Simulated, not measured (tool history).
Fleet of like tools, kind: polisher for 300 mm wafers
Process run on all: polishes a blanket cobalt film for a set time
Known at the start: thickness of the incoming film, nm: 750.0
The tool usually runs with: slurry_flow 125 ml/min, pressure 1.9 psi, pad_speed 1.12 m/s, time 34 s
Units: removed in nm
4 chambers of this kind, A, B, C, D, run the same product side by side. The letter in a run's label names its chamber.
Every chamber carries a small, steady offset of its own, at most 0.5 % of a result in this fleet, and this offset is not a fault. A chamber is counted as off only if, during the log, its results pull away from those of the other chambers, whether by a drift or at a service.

| run | day | slurry_flow | pressure | pad_speed | time | removed |
|---|---|---|---|---|---|---|
| 1C | 0.279 | 125 | 1.9 | 1.12 | 34 | 196.63 |
| 2D | 0.425 | 125 | 1.9 | 1.12 | 34 | 192.5 |
|  | 0.492 | chamber A: worn pad replaced by a new one |
|  | 0.517 | chamber D: worn pad replaced by a new one |
|  | 0.6 | chamber C: head pressure recalibrated |
| 3B | 0.708 | 125 | 1.9 | 1.12 | 34 | 193.28 |
| 4A | 0.925 | 125 | 1.9 | 1.12 | 34 | 196.07 |
|  | 0.979 | chamber B: head pressure recalibrated |
| 5B | 1.229 | 125 | 1.9 | 1.12 | 34 | 197.74 |
| 6D | 1.454 | 125 | 1.9 | 1.12 | 34 | 193.66 |
| 7C | 1.75 | 125 | 1.9 | 1.12 | 34 | 195.96 |
| 8A | 1.958 | 125 | 1.9 | 1.12 | 34 | 195.46 |
| 9B | 2.133 | 125 | 1.9 | 1.12 | 34 | 194.24 |
| 10C | 2.317 | 125 | 1.9 | 1.12 | 34 | 195.26 |
| 11D | 2.521 | 125 | 1.9 | 1.12 | 34 | 196.92 |
|  | 2.662 | chamber B: worn pad replaced by a new one |
| 12A | 2.842 | 125 | 1.9 | 1.12 | 34 | 197.65 |
| 13A | 3.1 | 125 | 1.9 | 1.12 | 34 | 194.23 |
| 14C | 3.371 | 145 | 1.9 | 1.12 | 34 | 201.45 |
| 15B | 3.588 | 145 | 1.9 | 1.12 | 34 | 204.4 |
| 16D | 3.817 | 145 | 1.9 | 1.12 | 34 | 200.82 |
| 17A | 4.054 | 145 | 1.9 | 1.12 | 34 | 202.52 |
| 18B | 4.229 | 125 | 1.9 | 1.12 | 34 | 195.06 |
| 19D | 4.375 | 140 | 1.9 | 1.12 | 34 | 200.29 |
| 20C | 4.667 | 140 | 1.9 | 1.12 | 34 | 199.74 |
| 21A | 4.967 | 140 | 1.9 | 1.12 | 34 | 199.31 |
| 22B | 5.117 | 140 | 1.9 | 1.12 | 34 | 197.48 |
| 23C | 5.325 | 125 | 1.9 | 1.12 | 34 | 197.24 |
| 24D | 5.517 | 125 | 1.9 | 1.12 | 34 | 194.67 |

Next, every chamber runs the same settings. What will each give?
| 25A | 5.75 | 125 | 1.9 | 1.5 | 34 | ? |
| 25B | 5.75 | 125 | 1.9 | 1.5 | 34 | ? |
| 25C | 5.75 | 125 | 1.9 | 1.5 | 34 | ? |
| 25D | 5.75 | 125 | 1.9 | 1.5 | 34 | ? |

| run | removed |
|---|---|
| 25A | 257.64 |
| 25B | 259.9 |
| 25C | 259.01 |
| 25D | 257.26 |
